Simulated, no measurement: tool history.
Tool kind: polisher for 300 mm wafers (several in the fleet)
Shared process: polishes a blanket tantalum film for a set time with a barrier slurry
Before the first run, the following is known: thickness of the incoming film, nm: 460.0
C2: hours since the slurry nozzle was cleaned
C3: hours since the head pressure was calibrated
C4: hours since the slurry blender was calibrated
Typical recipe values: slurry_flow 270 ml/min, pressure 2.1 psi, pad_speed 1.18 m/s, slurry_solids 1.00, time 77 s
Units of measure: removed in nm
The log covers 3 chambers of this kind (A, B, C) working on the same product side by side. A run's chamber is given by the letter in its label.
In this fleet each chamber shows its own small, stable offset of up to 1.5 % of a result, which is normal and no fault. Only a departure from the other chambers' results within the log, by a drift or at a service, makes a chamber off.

{"hour": 1.6, "done": "chamber C: worn pad replaced by a new one"}
{"run": "1C", "hour": 7.5, "slurry_flow": 270, "pressure": 2.1, "pad_speed": 1.18, "slurry_solids": 1.0, "time": 77, "wafers polished on this pad": 65, "C2": 221.7, "C3": 1047.9, "C4": 155.2, "removed": 172.05}
{"run": "2A", "hour": 13.1, "slurry_flow": 270, "pressure": 2.1, "pad_speed": 1.18, "slurry_solids": 1.0, "time": 77, "wafers polished on this pad": 244, "C2": 426.7, "C3": 559.6, "C4": 259.7, "removed": 171.81}
{"hour": 17.0, "done": "chamber A: slurry blender recalibrated"}
{"run": "3B", "hour": 18.3, "slurry_flow": 270, "pressure": 2.1, "pad_speed": 1.18, "slurry_solids": 1.0, "time": 77, "wafers polished on this pad": 810, "C2": 47.9, "C3": 323.0, "C4": 19.8, "removed": 169.07}
{"run": "4B", "hour": 25.0, "slurry_flow": 270, "pressure": 2.1, "pad_speed": 1.18, "slurry_solids": 1.0, "time": 77, "wafers polished on this pad": 883, "C2": 54.6, "C3": 329.7, "C4": 26.5, "removed": 170.83}
{"hour": 34.3, "done": "chamber B: worn pad replaced by a new one"}
{"run": "5A", "hour": 35.7, "slurry_flow": 270, "pressure": 2.1, "pad_speed": 1.18, "slurry_solids": 1.0, "time": 77, "wafers polished on this pad": 492, "C2": 449.3, "C3": 582.2, "C4": 18.7, "removed": 170.35}
{"run": "6C", "hour": 46.7, "slurry_flow": 270, "pressure": 2.1, "pad_speed": 1.18, "slurry_solids": 1.0, "time": 77, "wafers polished on this pad": 495, "C2": 260.9, "C3": 1087.1, "C4": 194.4, "removed": 168.6}
{"run": "7B", "hour": 55.3, "slurry_flow": 270, "pressure": 2.1, "pad_speed": 1.18, "slurry_solids": 1.0, "time": 77, "wafers polished on this pad": 230, "C2": 84.9, "C3": 360.0, "C4": 56.8, "removed": 171.31}
{"hour": 57.7, "done": "chamber A: worn pad replaced by a new one"}
{"hour": 59.1, "done": "chamber C: worn pad replaced by a new one"}
{"run": "8C", "hour": 62.0, "slurry_flow": 270, "pressure": 2.1, "pad_speed": 1.18, "slurry_solids": 1.0, "time": 77, "wafers polished on this pad": 32, "C2": 276.2, "C3": 1102.4, "C4": 209.7, "removed": 171.21}
{"run": "9A", "hour": 72.4, "slurry_flow": 270, "pressure": 2.1, "pad_speed": 1.18, "slurry_solids": 1.25, "time": 67, "wafers polished on this pad": 161, "C2": 486.0, "C3": 618.9, "C4": 55.4, "removed": 158.35}
{"run": "10C", "hour": 77.5, "slurry_flow": 270, "pressure": 2.1, "pad_speed": 1.18, "slurry_solids": 1.25, "time": 67, "wafers polished on this pad": 202, "C2": 291.7, "C3": 1117.9, "C4": 225.2, "removed": 157.71}
{"run": "11B", "hour": 86.1, "slurry_flow": 270, "pressure": 2.1, "pad_speed": 1.18, "slurry_solids": 1.25, "time": 67, "wafers polished on this pad": 568, "C2": 115.7, "C3": 390.8, "C4": 87.6, "removed": 158.99}
{"run": "12A", "hour": 91.7, "slurry_flow": 270, "pressure": 2.1, "pad_speed": 1.18, "slurry_solids": 1.0, "time": 77, "wafers polished on this pad": 373, "C2": 505.3, "C3": 638.2, "C4": 74.7, "removed": 172.46}
{"run": "13A", "hour": 100.2, "slurry_flow": 270, "pressure": 2.1, "pad_speed": 1.18, "slurry_solids": 1.0, "time": 77, "wafers polished on this pad": 466, "C2": 513.8, "C3": 646.7, "C4": 83.2, "removed": 171.83}
{"run": "14B", "hour": 105.1, "slurry_flow": 270, "pressure": 2.1, "pad_speed": 1.18, "slurry_solids": 1.0, "time": 77, "wafers polished on this pad": 777, "C2": 134.7, "C3": 409.8, "C4": 106.6, "removed": 170.86}
{"hour": 110.5, "done": "chamber B: head pressure recalibrated"}
{"hour": 111.5, "done": "chamber B: worn pad replaced by a new one"}
{"hour": 114.8, "done": "chamber C: worn pad replaced by a new one"}
{"run": "15C", "hour": 115.9, "slurry_flow": 270, "pressure": 2.1, "pad_speed": 1.18, "slurry_solids": 1.0, "time": 77, "wafers polished on this pad": 12, "C2": 330.1, "C3": 1156.3, "C4": 263.6, "removed": 168.94}
{"hour": 121.5, "done": "chamber A: worn pad replaced by a new one"}
{"run": "16A", "hour": 125.1, "slurry_flow": 270, "pressure": 2.1, "pad_speed": 1.18, "slurry_solids": 1.0, "time": 77, "wafers polished on this pad": 39, "C2": 538.7, "C3": 671.6, "C4": 108.1, "removed": 172.31}
{"run": "17B", "hour": 131.5, "slurry_flow": 270, "pressure": 2.1, "pad_speed": 1.18, "slurry_solids": 1.0, "time": 77, "wafers polished on this pad": 220, "C2": 161.1, "C3": 21.0, "C4": 133.0, "removed": 168.43}
{"hour": 134.6, "done": "chamber B: slurry blender recalibrated"}
{"run": "18C", "hour": 140.6, "slurry_flow": 270, "pressure": 2.1, "pad_speed": 1.18, "slurry_solids": 1.0, "time": 77, "wafers polished on this pad": 283, "C2": 354.8, "C3": 1181.0, "C4": 288.3, "removed": 169.3}
{"run": "19A", "hour": 146.9, "slurry_flow": 270, "pressure": 2.1, "pad_speed": 1.18, "slurry_solids": 1.0, "time": 77, "wafers polished on this pad": 278, "C2": 560.5, "C3": 693.4, "C4": 129.9, "removed": 170.21}
{"run": "20B", "hour": 157.3, "slurry_flow": 270, "pressure": 2.1, "pad_speed": 1.18, "slurry_solids": 1.0, "time": 77, "wafers polished on this pad": 503, "C2": 186.9, "C3": 46.8, "C4": 22.7, "removed": 169.84}
{"run": "21C", "hour": 162.6, "slurry_flow": 270, "pressure": 2.1, "pad_speed": 1.18, "slurry_solids": 1.0, "time": 77, "wafers polished on this pad": 524, "C2": 376.8, "C3": 1203.0, "C4": 310.3, "removed": 170.39}
{"run": "22A", "hour": 171.9, "slurry_flow": 270, "pressure": 2.1, "pad_speed": 1.18, "slurry_solids": 1.0, "time": 77, "wafers polished on this pad": 553, "C2": 585.5, "C3": 718.4, "C4": 154.9, "removed": 171.52}

What goes on in this fleet: one chamber off, a drifting gauge, or nothing beyond the chambers' own small offsets? Name the chamber and the cause, if any.

No chamber is off and the gauge is stable; the differences are just each chamber's small, constant offset.

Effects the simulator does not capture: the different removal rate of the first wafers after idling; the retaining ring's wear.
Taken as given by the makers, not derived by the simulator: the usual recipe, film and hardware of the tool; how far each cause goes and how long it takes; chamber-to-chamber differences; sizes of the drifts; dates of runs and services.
